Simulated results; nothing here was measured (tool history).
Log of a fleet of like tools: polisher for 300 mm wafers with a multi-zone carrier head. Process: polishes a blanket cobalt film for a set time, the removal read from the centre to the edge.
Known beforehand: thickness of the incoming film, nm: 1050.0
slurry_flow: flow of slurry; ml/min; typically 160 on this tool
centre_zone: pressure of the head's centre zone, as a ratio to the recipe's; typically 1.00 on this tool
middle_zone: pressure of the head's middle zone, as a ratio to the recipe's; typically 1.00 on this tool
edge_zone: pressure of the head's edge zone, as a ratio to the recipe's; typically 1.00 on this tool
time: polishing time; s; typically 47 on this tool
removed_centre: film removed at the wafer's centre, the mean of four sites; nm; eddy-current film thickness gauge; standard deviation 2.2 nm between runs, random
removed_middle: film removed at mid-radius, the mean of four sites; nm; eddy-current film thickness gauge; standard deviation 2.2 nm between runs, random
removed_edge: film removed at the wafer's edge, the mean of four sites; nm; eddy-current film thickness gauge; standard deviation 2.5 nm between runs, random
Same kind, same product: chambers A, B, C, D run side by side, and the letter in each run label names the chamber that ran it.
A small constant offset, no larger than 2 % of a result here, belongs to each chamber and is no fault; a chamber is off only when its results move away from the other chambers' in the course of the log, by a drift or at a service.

run,hour,slurry_flow,centre_zone,middle_zone,edge_zone,time,wafers polished on this pad,hours since the slurry nozzle was cleaned,hours since the centre zone pressure was calibrated,hours since the edge zone pressure was calibrated,removed_centre,removed_middle,removed_edge
1A,4.6,160,1.00,1.00,1.00,47,961,235.7,270.6,821.1,182.24,188.92,185.01
# hour 6.6: chamber C: worn pad replaced by a new one
2B,8.8,160,1.00,1.00,1.00,47,567,241.3,183.0,328.9,184.05,184.68,185.44
# hour 10.3: chamber B: slurry nozzle cleaned
3C,12.1,160,1.00,1.00,1.00,47,48,506.3,901.3,289.6,183.59,181.45,181.49
# hour 13.8: chamber C: centre zone pressure recalibrated
4D,18.2,160,1.00,1.00,1.00,47,493,215.7,207.2,192.0,182.13,186.74,183.80
5C,24.6,160,1.00,1.00,1.00,47,159,518.8,10.9,302.1,185.64,183.15,181.28
6D,28.6,160,1.00,1.00,1.00,47,585,226.1,217.6,202.4,184.40,185.07,183.14
7B,34.4,160,1.00,1.00,1.00,47,793,24.2,208.6,354.5,186.56,188.08,183.61
8A,41.1,160,0.93,0.90,1.00,47,1284,272.2,307.1,857.6,170.47,172.76,184.57
9B,46.8,160,0.93,0.90,1.00,47,903,36.6,221.0,366.9,167.85,169.71,179.46
10D,51.6,160,0.93,0.90,1.00,47,788,249.1,240.6,225.4,168.23,169.11,183.93
11A,57.7,160,0.93,0.90,1.00,47,1430,288.8,323.7,874.2,170.76,172.09,185.18
# hour 63.7: chamber B: worn pad replaced by a new one
12C,64.6,160,1.00,1.00,1.00,47,512,558.8,50.9,342.1,184.62,183.88,184.06
13D,71.0,160,1.00,1.00,1.00,47,959,268.5,260.0,244.8,184.10,186.19,184.81
14A,78.0,160,1.00,1.00,1.00,47,1610,309.1,344.0,894.5,183.74,185.26,185.05
15C,85.6,160,1.00,1.00,1.00,47,698,579.8,71.9,363.1,182.91,185.02,186.05
16B,89.2,160,1.00,1.00,1.00,47,225,79.0,263.4,409.3,188.49,183.45,183.17
# hour 89.5: chamber D: worn pad replaced by a new one
17D,95.5,160,1.00,1.00,1.00,47,53,293.0,284.5,269.3,184.62,185.58,183.40
18B,102.8,160,1.00,1.00,1.00,47,346,92.6,277.0,422.9,185.98,188.30,183.53
19C,108.3,160,1.00,0.93,1.00,37,898,602.5,94.6,385.8,147.50,133.19,143.82
20A,113.7,160,1.00,0.93,1.00,37,1925,344.8,379.7,930.2,133.63,131.39,135.43
21A,119.6,160,1.00,0.93,1.00,37,1977,350.7,385.6,936.1,136.46,129.91,136.53
22B,123.9,160,1.00,0.93,1.00,37,532,113.7,298.1,444.0,146.48,137.90,146.86
23C,127.3,160,1.00,1.00,1.00,47,1066,621.5,113.6,404.8,184.01,186.34,179.96
24D,130.6,160,1.00,1.00,1.00,47,363,328.1,319.6,304.4,187.40,187.52,185.76
# hour 130.8: chamber C: slurry nozzle cleaned
25B,135.1,200,1.00,1.00,1.04,47,631,124.9,309.3,455.2,195.29,191.97,188.02
26A,139.3,200,1.00,1.00,1.04,47,2151,370.4,405.3,955.8,176.54,172.24,174.08
27C,146.3,200,1.00,1.00,1.04,47,1234,15.5,132.6,423.8,189.46,191.85,194.54
28D,150.1,200,1.00,1.00,1.04,47,535,347.6,339.1,323.9,192.78,193.30,197.82

Predict what each chamber gives when all 4 of them run the settings below next.
29A,155.6,160,1.00,1.00,1.00,47,,,,,?,?,?
29B,155.6,160,1.00,1.00,1.00,47,,,,,?,?,?
29C,155.6,160,1.00,1.00,1.00,47,,,,,?,?,?
29D,155.6,160,1.00,1.00,1.00,47,,,,,?,?,?

run,removed_centre,removed_middle,removed_edge
29A,166.88,168.75,164.17
29B,182.06,188.19,180.32
29C,186.76,184.01,188.22
29D,187.69,184.38,184.57
